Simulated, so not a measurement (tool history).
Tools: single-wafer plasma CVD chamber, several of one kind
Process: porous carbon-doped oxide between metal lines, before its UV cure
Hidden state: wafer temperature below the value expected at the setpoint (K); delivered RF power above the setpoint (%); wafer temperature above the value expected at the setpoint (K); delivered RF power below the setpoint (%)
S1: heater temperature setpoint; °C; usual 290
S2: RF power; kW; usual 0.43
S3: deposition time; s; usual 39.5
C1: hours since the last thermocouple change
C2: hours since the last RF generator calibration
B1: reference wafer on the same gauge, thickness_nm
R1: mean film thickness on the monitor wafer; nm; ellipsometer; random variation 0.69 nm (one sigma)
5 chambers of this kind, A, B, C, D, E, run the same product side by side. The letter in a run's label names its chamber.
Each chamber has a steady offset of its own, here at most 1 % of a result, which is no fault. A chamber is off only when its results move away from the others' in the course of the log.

| run | hour | S1 | S2 | S3 | C1 | C2 | B1 | R1 |
|---|---|---|---|---|---|---|---|---|
| 1E | 9.6 | 290 | 0.43 | 39.5 | 973.4 | 591.1 | 173.06 | 202.56 |
| 2D | 19.4 | 290 | 0.43 | 39.5 | 158.7 | 1726 | 172.98 | 200.19 |
| 3A | 31.9 | 290 | 0.43 | 39.5 | 996 | 1716.6 | 172.97 | 202.67 |
| 4C | 42.5 | 290 | 0.43 | 39.5 | 638 | 282.2 | 172.95 | 203.08 |
| 5B | 48.9 | 290 | 0.43 | 39.5 | 867.7 | 1111.7 | 172.95 | 199.13 |
| 6B | 55.3 | 290 | 0.43 | 39.5 | 874.1 | 1118.1 | 172.89 | 199.59 |
| 7D | 66.9 | 290 | 0.43 | 39.5 | 206.2 | 1773.5 | 173 | 200.67 |
| 8C | 76.5 | 290 | 0.43 | 46.6 | 672 | 316.2 | 173.03 | 237.74 |
| 9A | 85.9 | 290 | 0.43 | 46.6 | 1050 | 1770.6 | 172.9 | 239.27 |
| 10E | 94.8 | 290 | 0.43 | 46.6 | 1058.6 | 676.3 | 172.94 | 238.02 |
| 11C | 106.6 | 290 | 0.43 | 46.6 | 702.1 | 346.3 | 172.99 | 237.24 |
| 12E | 112.9 | 290 | 0.43 | 46.6 | 1076.7 | 694.4 | 173.03 | 236.1 |
| 13A | 123.2 | 290 | 0.43 | 39.5 | 1087.3 | 1807.9 | 172.96 | 202.19 |
| 14B | 134.1 | 290 | 0.43 | 39.5 | 952.9 | 1196.9 | 173 | 200.01 |
| 15D | 140 | 290 | 0.43 | 39.5 | 279.3 | 1846.6 | 173.03 | 199.37 |
| 16B | 152.2 | 290 | 0.43 | 42.4 | 971 | 1215 | 172.96 | 215.51 |
| 17E | 162.7 | 290 | 0.43 | 42.4 | 1126.5 | 744.2 | 173.19 | 217.72 |
| 18D | 169.1 | 290 | 0.43 | 42.4 | 308.4 | 1875.7 | 172.81 | 214.99 |
| 19A | 181.9 | 290 | 0.43 | 42.4 | 1146 | 1866.6 | 172.97 | 217.71 |
| 20C | 190.5 | 290 | 0.43 | 42.4 | 786 | 430.2 | 172.93 | 218.27 |
| 21E | 201.5 | 290 | 0.43 | 39.5 | 1165.3 | 783 | 173.07 | 203.5 |
| 22C | 209.7 | 290 | 0.43 | 39.5 | 805.2 | 449.4 | 173.07 | 203.39 |
|  | 213.2 | chamber A: RF generator calibrated |
| 23D | 222.1 | 290 | 0.43 | 39.5 | 361.4 | 1928.7 | 172.97 | 199.92 |
| 24B | 229.1 | 299 | 0.43 | 39.5 | 1047.9 | 1291.9 | 173.02 | 189.63 |
| 25A | 240.7 | 299 | 0.43 | 39.5 | 1204.8 | 27.5 | 172.96 | 192.77 |
| 26C | 247.4 | 299 | 0.43 | 39.5 | 842.9 | 487.1 | 172.86 | 192.1 |
| 27E | 253.5 | 299 | 0.43 | 39.5 | 1217.3 | 835 | 173.18 | 192.48 |
| 28D | 261 | 299 | 0.43 | 39.5 | 400.3 | 1967.6 | 173.1 | 190.02 |
| 29A | 274.5 | 290 | 0.43 | 39.5 | 1238.6 | 61.3 | 172.89 | 204 |
| 30B | 287.6 | 290 | 0.39 | 34.5 | 1106.4 | 1350.4 | 172.91 | 162.66 |
|  | 287.9 | chamber C: thermocouple changed; heater temperature recalibrated |
| 31E | 298.8 | 290 | 0.39 | 34.5 | 1262.6 | 880.3 | 172.98 | 164.27 |
| 32B | 309.5 | 290 | 0.39 | 34.5 | 1128.3 | 1372.3 | 173.11 | 162.24 |
| 33C | 320.7 | 290 | 0.39 | 34.5 | 32.9 | 560.4 | 172.99 | 165.2 |
| 34D | 331.4 | 290 | 0.39 | 34.5 | 470.7 | 2038 | 172.83 | 162.1 |
| 35A | 340.8 | 290 | 0.43 | 39.5 | 1304.9 | 127.6 | 173.04 | 202.96 |

What goes on in this fleet: one chamber off, a drifting gauge, or nothing beyond the chambers' own small offsets? Name the chamber and the cause, if any.

No chamber stands off beyond its own small offset, and the gauge holds steady.

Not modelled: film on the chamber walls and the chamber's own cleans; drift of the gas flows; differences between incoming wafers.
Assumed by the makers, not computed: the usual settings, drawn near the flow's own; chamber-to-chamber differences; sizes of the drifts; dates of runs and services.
